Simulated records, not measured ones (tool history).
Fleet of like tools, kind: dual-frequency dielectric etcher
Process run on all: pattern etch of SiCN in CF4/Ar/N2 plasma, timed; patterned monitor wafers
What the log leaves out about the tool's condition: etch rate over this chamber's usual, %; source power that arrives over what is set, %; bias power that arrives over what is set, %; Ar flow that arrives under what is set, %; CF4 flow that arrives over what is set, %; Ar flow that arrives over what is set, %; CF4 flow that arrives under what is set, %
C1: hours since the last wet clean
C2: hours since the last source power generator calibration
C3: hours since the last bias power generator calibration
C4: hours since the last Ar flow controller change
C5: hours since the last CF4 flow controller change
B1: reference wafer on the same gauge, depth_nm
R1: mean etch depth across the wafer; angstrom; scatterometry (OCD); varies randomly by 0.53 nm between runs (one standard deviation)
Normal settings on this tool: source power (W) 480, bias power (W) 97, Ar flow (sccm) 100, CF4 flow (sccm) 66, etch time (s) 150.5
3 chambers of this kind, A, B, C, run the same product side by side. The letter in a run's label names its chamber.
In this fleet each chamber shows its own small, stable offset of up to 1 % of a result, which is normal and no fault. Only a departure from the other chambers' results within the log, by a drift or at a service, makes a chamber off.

{"run": "1C", "hour": 13.2, "source power (W)": 480, "bias power (W)": 97, "Ar flow (sccm)": 100, "CF4 flow (sccm)": 66, "etch time (s)": 150.5, "C1": 152.6, "C2": 1290.7, "C3": 1402.9, "C4": 2347.2, "C5": 1581.7, "B1": 165.08, "R1": 1500.0}
{"run": "2B", "hour": 25.6, "source power (W)": 480, "bias power (W)": 97, "Ar flow (sccm)": 100, "CF4 flow (sccm)": 66, "etch time (s)": 150.5, "C1": 32.5, "C2": 1677.2, "C3": 118.2, "C4": 3495.9, "C5": 1421.2, "B1": 165.14, "R1": 1514.3}
{"run": "3A", "hour": 34.7, "source power (W)": 480, "bias power (W)": 97, "Ar flow (sccm)": 100, "CF4 flow (sccm)": 66, "etch time (s)": 150.5, "C1": 400.6, "C2": 2724.6, "C3": 685.7, "C4": 3100.0, "C5": 2415.0, "B1": 165.07, "R1": 1533.4}
{"run": "4B", "hour": 40.9, "source power (W)": 480, "bias power (W)": 97, "Ar flow (sccm)": 100, "CF4 flow (sccm)": 66, "etch time (s)": 150.5, "C1": 47.8, "C2": 1692.5, "C3": 133.5, "C4": 3511.2, "C5": 1436.5, "B1": 164.96, "R1": 1516.8}
{"run": "5C", "hour": 48.2, "source power (W)": 480, "bias power (W)": 97, "Ar flow (sccm)": 100, "CF4 flow (sccm)": 78, "etch time (s)": 150.5, "C1": 187.6, "C2": 1325.7, "C3": 1437.9, "C4": 2382.2, "C5": 1616.7, "B1": 165.14, "R1": 1535.4}
{"run": "6A", "hour": 54.1, "source power (W)": 480, "bias power (W)": 97, "Ar flow (sccm)": 100, "CF4 flow (sccm)": 78, "etch time (s)": 150.5, "C1": 420.0, "C2": 2744.0, "C3": 705.1, "C4": 3119.4, "C5": 2434.4, "B1": 164.98, "R1": 1558.8}
{"run": "7A", "hour": 64.5, "source power (W)": 480, "bias power (W)": 97, "Ar flow (sccm)": 100, "CF4 flow (sccm)": 78, "etch time (s)": 150.5, "C1": 430.4, "C2": 2754.4, "C3": 715.5, "C4": 3129.8, "C5": 2444.8, "B1": 165.03, "R1": 1555.7}
{"run": "8B", "hour": 76.9, "source power (W)": 480, "bias power (W)": 97, "Ar flow (sccm)": 100, "CF4 flow (sccm)": 66, "etch time (s)": 150.5, "C1": 83.8, "C2": 1728.5, "C3": 169.5, "C4": 3547.2, "C5": 1472.5, "B1": 165.15, "R1": 1518.1}
{"run": "9C", "hour": 87.4, "source power (W)": 390, "bias power (W)": 97, "Ar flow (sccm)": 100, "CF4 flow (sccm)": 66, "etch time (s)": 150.5, "C1": 226.8, "C2": 1364.9, "C3": 1477.1, "C4": 2421.4, "C5": 1655.9, "B1": 165.01, "R1": 1263.2}
{"run": "10A", "hour": 99.9, "source power (W)": 390, "bias power (W)": 97, "Ar flow (sccm)": 100, "CF4 flow (sccm)": 66, "etch time (s)": 150.5, "C1": 465.8, "C2": 2789.8, "C3": 750.9, "C4": 3165.2, "C5": 2480.2, "B1": 165.06, "R1": 1266.5}
{"run": "11C", "hour": 110.6, "source power (W)": 390, "bias power (W)": 97, "Ar flow (sccm)": 100, "CF4 flow (sccm)": 66, "etch time (s)": 150.5, "C1": 250.0, "C2": 1388.1, "C3": 1500.3, "C4": 2444.6, "C5": 1679.1, "B1": 165.05, "R1": 1269.4}
{"run": "12B", "hour": 121.1, "source power (W)": 480, "bias power (W)": 97, "Ar flow (sccm)": 100, "CF4 flow (sccm)": 66, "etch time (s)": 150.5, "C1": 128.0, "C2": 1772.7, "C3": 213.7, "C4": 3591.4, "C5": 1516.7, "B1": 164.96, "R1": 1516.8}
{"run": "13B", "hour": 132.0, "source power (W)": 480, "bias power (W)": 97, "Ar flow (sccm)": 100, "CF4 flow (sccm)": 66, "etch time (s)": 150.5, "C1": 138.9, "C2": 1783.6, "C3": 224.6, "C4": 3602.3, "C5": 1527.6, "B1": 164.98, "R1": 1513.8}
{"hour": 134.4, "done": "chamber A: wet clean of the chamber"}
{"run": "14C", "hour": 142.2, "source power (W)": 480, "bias power (W)": 97, "Ar flow (sccm)": 100, "CF4 flow (sccm)": 66, "etch time (s)": 150.5, "C1": 281.6, "C2": 1419.7, "C3": 1531.9, "C4": 2476.2, "C5": 1710.7, "B1": 164.88, "R1": 1502.9}
{"run": "15A", "hour": 148.1, "source power (W)": 480, "bias power (W)": 97, "Ar flow (sccm)": 100, "CF4 flow (sccm)": 66, "etch time (s)": 150.5, "C1": 13.8, "C2": 2838.0, "C3": 799.1, "C4": 3213.4, "C5": 2528.4, "B1": 164.93, "R1": 1593.3}
{"run": "16C", "hour": 155.3, "source power (W)": 480, "bias power (W)": 97, "Ar flow (sccm)": 100, "CF4 flow (sccm)": 66, "etch time (s)": 150.5, "C1": 294.7, "C2": 1432.8, "C3": 1545.0, "C4": 2489.3, "C5": 1723.8, "B1": 164.97, "R1": 1501.2}
{"run": "17B", "hour": 164.4, "source power (W)": 480, "bias power (W)": 97, "Ar flow (sccm)": 100, "CF4 flow (sccm)": 66, "etch time (s)": 150.5, "C1": 171.3, "C2": 1816.0, "C3": 257.0, "C4": 3634.7, "C5": 1560.0, "B1": 165.06, "R1": 1521.4}
{"run": "18A", "hour": 173.7, "source power (W)": 480, "bias power (W)": 97, "Ar flow (sccm)": 100, "CF4 flow (sccm)": 80, "etch time (s)": 150.5, "C1": 39.4, "C2": 2863.6, "C3": 824.7, "C4": 3239.0, "C5": 2554.0, "B1": 165.02, "R1": 1643.7}
{"hour": 185.5, "done": "chamber B: Ar flow controller replaced"}
{"run": "19B", "hour": 186.0, "source power (W)": 480, "bias power (W)": 97, "Ar flow (sccm)": 100, "CF4 flow (sccm)": 80, "etch time (s)": 150.5, "C1": 192.9, "C2": 1837.6, "C3": 278.6, "C4": 0.6, "C5": 1581.6, "B1": 165.1, "R1": 1559.1}
{"run": "20A", "hour": 193.0, "source power (W)": 480, "bias power (W)": 97, "Ar flow (sccm)": 100, "CF4 flow (sccm)": 80, "etch time (s)": 150.5, "C1": 58.7, "C2": 2882.9, "C3": 844.0, "C4": 3258.3, "C5": 2573.3, "B1": 165.11, "R1": 1635.4}
{"run": "21C", "hour": 201.9, "source power (W)": 480, "bias power (W)": 97, "Ar flow (sccm)": 100, "CF4 flow (sccm)": 66, "etch time (s)": 150.5, "C1": 341.3, "C2": 1479.4, "C3": 1591.6, "C4": 2535.9, "C5": 1770.4, "B1": 164.99, "R1": 1506.3}
{"run": "22C", "hour": 215.2, "source power (W)": 480, "bias power (W)": 97, "Ar flow (sccm)": 100, "CF4 flow (sccm)": 66, "etch time (s)": 150.5, "C1": 354.6, "C2": 1492.7, "C3": 1604.9, "C4": 2549.2, "C5": 1783.7, "B1": 165.03, "R1": 1509.3}
{"run": "23B", "hour": 224.5, "source power (W)": 480, "bias power (W)": 97, "Ar flow (sccm)": 100, "CF4 flow (sccm)": 66, "etch time (s)": 150.5, "C1": 231.4, "C2": 1876.1, "C3": 317.1, "C4": 39.1, "C5": 1620.1, "B1": 165.03, "R1": 1525.7}
{"run": "24A", "hour": 234.4, "source power (W)": 480, "bias power (W)": 97, "Ar flow (sccm)": 100, "CF4 flow (sccm)": 66, "etch time (s)": 150.5, "C1": 100.1, "C2": 2924.3, "C3": 885.4, "C4": 3299.7, "C5": 2614.7, "B1": 165.18, "R1": 1601.4}
{"run": "25B", "hour": 245.9, "source power (W)": 480, "bias power (W)": 108, "Ar flow (sccm)": 100, "CF4 flow (sccm)": 66, "etch time (s)": 150.5, "C1": 252.8, "C2": 1897.5, "C3": 338.5, "C4": 60.5, "C5": 1641.5, "B1": 164.98, "R1": 1565.4}
{"run": "26C", "hour": 254.0, "source power (W)": 480, "bias power (W)": 108, "Ar flow (sccm)": 100, "CF4 flow (sccm)": 66, "etch time (s)": 150.5, "C1": 393.4, "C2": 1531.5, "C3": 1643.7, "C4": 2588.0, "C5": 1822.5, "B1": 164.95, "R1": 1557.5}
{"run": "27A", "hour": 267.2, "source power (W)": 480, "bias power (W)": 108, "Ar flow (sccm)": 100, "CF4 flow (sccm)": 66, "etch time (s)": 150.5, "C1": 132.9, "C2": 2957.1, "C3": 918.2, "C4": 3332.5, "C5": 2647.5, "B1": 164.93, "R1": 1659.8}
{"run": "28B", "hour": 280.0, "source power (W)": 530, "bias power (W)": 97, "Ar flow (sccm)": 100, "CF4 flow (sccm)": 66, "etch time (s)": 150.5, "C1": 286.9, "C2": 1931.6, "C3": 372.6, "C4": 94.6, "C5": 1675.6, "B1": 165.05, "R1": 1648.2}
{"run": "29A", "hour": 291.8, "source power (W)": 530, "bias power (W)": 97, "Ar flow (sccm)": 100, "CF4 flow (sccm)": 66, "etch time (s)": 150.5, "C1": 157.5, "C2": 2981.7, "C3": 942.8, "C4": 3357.1, "C5": 2672.1, "B1": 164.95, "R1": 1728.9}

The same settings go to every chamber for the next run, one line per chamber below. Forecast the results for each:
{"run": "30A", "hour": 301.6, "source power (W)": 480, "bias power (W)": 84, "Ar flow (sccm)": 100, "CF4 flow (sccm)": 66, "etch time (s)": 150.5, "R1": "?"}
{"run": "30B", "hour": 301.6, "source power (W)": 480, "bias power (W)": 84, "Ar flow (sccm)": 100, "CF4 flow (sccm)": 66, "etch time (s)": 150.5, "R1": "?"}
{"run": "30C", "hour": 301.6, "source power (W)": 480, "bias power (W)": 84, "Ar flow (sccm)": 100, "CF4 flow (sccm)": 66, "etch time (s)": 150.5, "R1": "?"}

run=30A R1=1509.8
run=30B R1=1445.5
run=30C R1=1438.4
